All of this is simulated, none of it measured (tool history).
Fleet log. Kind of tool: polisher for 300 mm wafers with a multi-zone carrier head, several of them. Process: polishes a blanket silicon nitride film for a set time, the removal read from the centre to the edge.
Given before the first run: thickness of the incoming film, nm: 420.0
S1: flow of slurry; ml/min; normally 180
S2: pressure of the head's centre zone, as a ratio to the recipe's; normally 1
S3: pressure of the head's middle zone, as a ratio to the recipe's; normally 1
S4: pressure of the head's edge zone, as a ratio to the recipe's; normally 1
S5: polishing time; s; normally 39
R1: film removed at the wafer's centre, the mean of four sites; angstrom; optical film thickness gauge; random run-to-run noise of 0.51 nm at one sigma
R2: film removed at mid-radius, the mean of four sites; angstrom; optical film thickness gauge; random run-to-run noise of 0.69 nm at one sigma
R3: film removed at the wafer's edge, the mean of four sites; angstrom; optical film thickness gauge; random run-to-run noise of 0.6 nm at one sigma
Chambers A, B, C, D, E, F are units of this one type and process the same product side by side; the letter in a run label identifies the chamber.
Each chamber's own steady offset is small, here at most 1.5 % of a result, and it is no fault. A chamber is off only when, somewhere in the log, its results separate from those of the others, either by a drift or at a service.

Run 1C, hour 12.6: usual settings. Result: R1 555.36 angstrom, R2 563.76 angstrom, R3 561.19 angstrom.
Run 2E, hour 21.6: usual settings. Result: R1 556.86 angstrom, R2 558.9 angstrom, R3 576.23 angstrom.
Run 3B, hour 29.6: usual settings. Result: R1 558.68 angstrom, R2 555.17 angstrom, R3 561.6 angstrom.
At hour 38.7: chamber C: slurry nozzle cleaned.
At hour 39.1: chamber C: worn pad replaced by a new one.
Run 4D, hour 43.4: usual settings. Result: R1 557.83 angstrom, R2 553.42 angstrom, R3 560.69 angstrom.
Run 5A, hour 52.3: usual settings. Result: R1 563.06 angstrom, R2 561.24 angstrom, R3 542.16 angstrom.
At hour 55.2: chamber E: worn pad replaced by a new one.
At hour 56.3: chamber F: worn pad replaced by a new one.
At hour 57.9: chamber A: worn pad replaced by a new one.
Run 6F, hour 59.7: usual settings. Result: R1 565.59 angstrom, R2 571.72 angstrom, R3 549.03 angstrom.
At hour 60.8: chamber D: centre zone pressure recalibrated.
Run 7F, hour 70.8: usual settings but S1 240 ml/min. Result: R1 580.97 angstrom, R2 596.51 angstrom, R3 566.64 angstrom.
At hour 70.9: chamber B: worn pad replaced by a new one.
At hour 77.8: chamber D: worn pad replaced by a new one.
Run 8A, hour 80.9: usual settings but S1 240 ml/min. Result: R1 587.01 angstrom, R2 570.39 angstrom, R3 575.49 angstrom.
Run 9E, hour 90.5: usual settings but S1 240 ml/min. Result: R1 596.94 angstrom, R2 585.71 angstrom, R3 574.79 angstrom.
Run 10D, hour 104.3: usual settings but S1 240 ml/min. Result: R1 570.86 angstrom, R2 574.38 angstrom, R3 583.06 angstrom.
At hour 111.6: chamber C: worn pad replaced by a new one.
Run 11C, hour 117.9: usual settings but S1 240 ml/min. Result: R1 580.76 angstrom, R2 581.68 angstrom, R3 576.99 angstrom.
At hour 122.4: chamber A: centre zone pressure recalibrated.
At hour 128.6: chamber D: edge zone pressure recalibrated.
Run 12B, hour 129.9: usual settings but S1 240 ml/min. Result: R1 590.23 angstrom, R2 583.01 angstrom, R3 574.59 angstrom.
At hour 132.8: chamber B: edge zone pressure recalibrated.
At hour 134.5: chamber F: worn pad replaced by a new one.
Run 13F, hour 142.8: usual settings. Result: R1 555.91 angstrom, R2 562.08 angstrom, R3 547.88 angstrom.
At hour 150.7: chamber E: worn pad replaced by a new one.
Run 14C, hour 151.4: usual settings. Result: R1 557.38 angstrom, R2 545.85 angstrom, R3 557.21 angstrom.
Run 15E, hour 158.4: usual settings. Result: R1 573.82 angstrom, R2 556.66 angstrom, R3 564.7 angstrom.
At hour 171.1: chamber B: worn pad replaced by a new one.
Run 16A, hour 172.2: usual settings but S4 0.9. Result: R1 556.59 angstrom, R2 542.3 angstrom, R3 533.58 angstrom.
At hour 174.5: chamber D: worn pad replaced by a new one.
At hour 175.2: chamber B: centre zone pressure recalibrated.
Run 17B, hour 181.1: usual settings but S4 0.9. Result: R1 547.01 angstrom, R2 555.05 angstrom, R3 537.82 angstrom.
Run 18D, hour 192: usual settings but S4 0.9. Result: R1 558.4 angstrom, R2 568.57 angstrom, R3 523.35 angstrom.
At hour 192.2: chamber A: worn pad replaced by a new one.
At hour 198.3: chamber C: worn pad replaced by a new one.
Run 19B, hour 199.5: usual settings but S4 0.9. Result: R1 560.35 angstrom, R2 558.27 angstrom, R3 534.88 angstrom.
At hour 207.8: chamber F: worn pad replaced by a new one.
Run 20C, hour 212.1: usual settings but S4 0.9. Result: R1 567.07 angstrom, R2 559.6 angstrom, R3 538.16 angstrom.
Run 21E, hour 223.1: usual settings but S4 0.9. Result: R1 582.7 angstrom, R2 550.2 angstrom, R3 532.39 angstrom.
At hour 231.9: chamber C: edge zone pressure recalibrated.
Run 22F, hour 235.7: usual settings. Result: R1 565.36 angstrom, R2 552.03 angstrom, R3 554.81 angstrom.
Run 23D, hour 247.3: usual settings. Result: R1 553.87 angstrom, R2 552.42 angstrom, R3 544.32 angstrom.
At hour 253.2: chamber E: worn pad replaced by a new one.
Run 24A, hour 260.9: usual settings but S1 155 ml/min, S4 0.89. Result: R1 543.26 angstrom, R2 544.16 angstrom, R3 509.44 angstrom.
At hour 262.4: chamber D: worn pad replaced by a new one.
Run 25C, hour 268.8: usual settings but S1 155 ml/min, S4 0.89. Result: R1 544.78 angstrom, R2 548.53 angstrom, R3 511.12 angstrom.
At hour 275.9: chamber F: edge zone pressure recalibrated.
Run 26E, hour 279.3: usual settings but S1 155 ml/min, S4 0.89. Result: R1 575.86 angstrom, R2 537.84 angstrom, R3 514.84 angstrom.
At hour 279.9: chamber B: worn pad replaced by a new one.
At hour 282.5: chamber C: worn pad replaced by a new one.
Run 27D, hour 288.8: usual settings but S1 155 ml/min, S4 0.89. Result: R1 548.65 angstrom, R2 543.41 angstrom, R3 510.79 angstrom.
Run 28A, hour 297.7: usual settings but S1 155 ml/min, S4 0.89. Result: R1 534.78 angstrom, R2 545.71 angstrom, R3 524.96 angstrom.
At hour 300.3: chamber C: slurry nozzle cleaned.
Run 29B, hour 304.2: usual settings but S1 155 ml/min, S4 0.89. Result: R1 549.89 angstrom, R2 544.54 angstrom, R3 522.33 angstrom.
At hour 304.7: chamber F: worn pad replaced by a new one.
Run 30F, hour 314.5: usual settings. Result: R1 556.3 angstrom, R2 561.08 angstrom, R3 545.45 angstrom.
Run 31F, hour 327.6: usual settings. Result: R1 565.52 angstrom, R2 558.53 angstrom, R3 554.62 angstrom.
At hour 333.8: chamber A: worn pad replaced by a new one.
Run 32C, hour 338.3: usual settings. Result: R1 560.66 angstrom, R2 551.94 angstrom, R3 559.7 angstrom.
At hour 340.1: chamber D: worn pad replaced by a new one.
Run 33E, hour 349.3: usual settings but S2 1.1. Result: R1 660.34 angstrom, R2 548.29 angstrom, R3 551.09 angstrom.
At hour 354.9: chamber C: worn pad replaced by a new one.
Run 34A, hour 360: usual settings but S2 1.1. Result: R1 620.08 angstrom, R2 556.49 angstrom, R3 558.5 angstrom.
Run 35B, hour 372.3: usual settings but S2 1.1. Result: R1 625.25 angstrom, R2 556.31 angstrom, R3 564.72 angstrom.
At hour 376: chamber B: slurry nozzle cleaned.
Run 36D, hour 385.6: usual settings but S2 1.1. Result: R1 615.76 angstrom, R2 542.58 angstrom, R3 560.68 angstrom.
At hour 393.1: chamber B: worn pad replaced by a new one.
Run 37B, hour 394.5: usual settings but S2 1.1. Result: R1 618.48 angstrom, R2 560.4 angstrom, R3 559.37 angstrom.
At hour 394.7: chamber C: centre zone pressure recalibrated.
Run 38C, hour 407.5: usual settings but S2 1.1. Result: R1 614.77 angstrom, R2 539.95 angstrom, R3 552.64 angstrom.
Run 39A, hour 421.5: usual settings. Result: R1 554.94 angstrom, R2 559.55 angstrom, R3 556.97 angstrom.

Is one chamber out of step, is the gauge drifting, or do the chambers differ by no more than their own small offsets? For an off chamber, give its letter and the likeliest cause.

Little by little, chamber E moves away from the other chambers.
Likeliest cause: centre zone's pressure above its setpoint, % = 9.35.

Here are 4 candidates for chamber E's next run, each the usual settings with a change, their results left as question marks. Which one brings its results back in line with what the others give on the usual settings?
In line here means within this much of the mean the other chambers give on the usual settings: R1 18 angstrom; R2 24 angstrom; R3 21 angstrom
Run 40E-1, hour 431.6: usual settings but S2 1.03, S3 0.99, S4 0.99. Result: R1 ?, R2 ?, R3 ?.
Run 40E-2, hour 431.6: usual settings but S2 0.97, S3 1.01, S4 1.01. Result: R1 ?, R2 ?, R3 ?.
Run 40E-3, hour 431.6: usual settings but S1 175 ml/min, S2 0.93, S3 1.03, S4 1.01, S5 38 s. Result: R1 ?, R2 ?, R3 ?.
Run 40E-4, hour 431.6: usual settings but S1 185 ml/min, S2 1.07, S3 0.97, S4 0.99, S5 40 s. Result: R1 ?, R2 ?, R3 ?.

Average result of the remaining chambers running the usual settings: R1 558.56 angstrom; R2 557.76 angstrom; R3 558.15 angstrom
  run      R1      R2      R3
40E-1  640.06  548.59  557.76
40E-2  599.33  558.91  563.42
40E-3  554.64  552.02  546.96
40E-4  687.65  554.56  574.07
40E-3 puts the chamber back in line with the other chambers.

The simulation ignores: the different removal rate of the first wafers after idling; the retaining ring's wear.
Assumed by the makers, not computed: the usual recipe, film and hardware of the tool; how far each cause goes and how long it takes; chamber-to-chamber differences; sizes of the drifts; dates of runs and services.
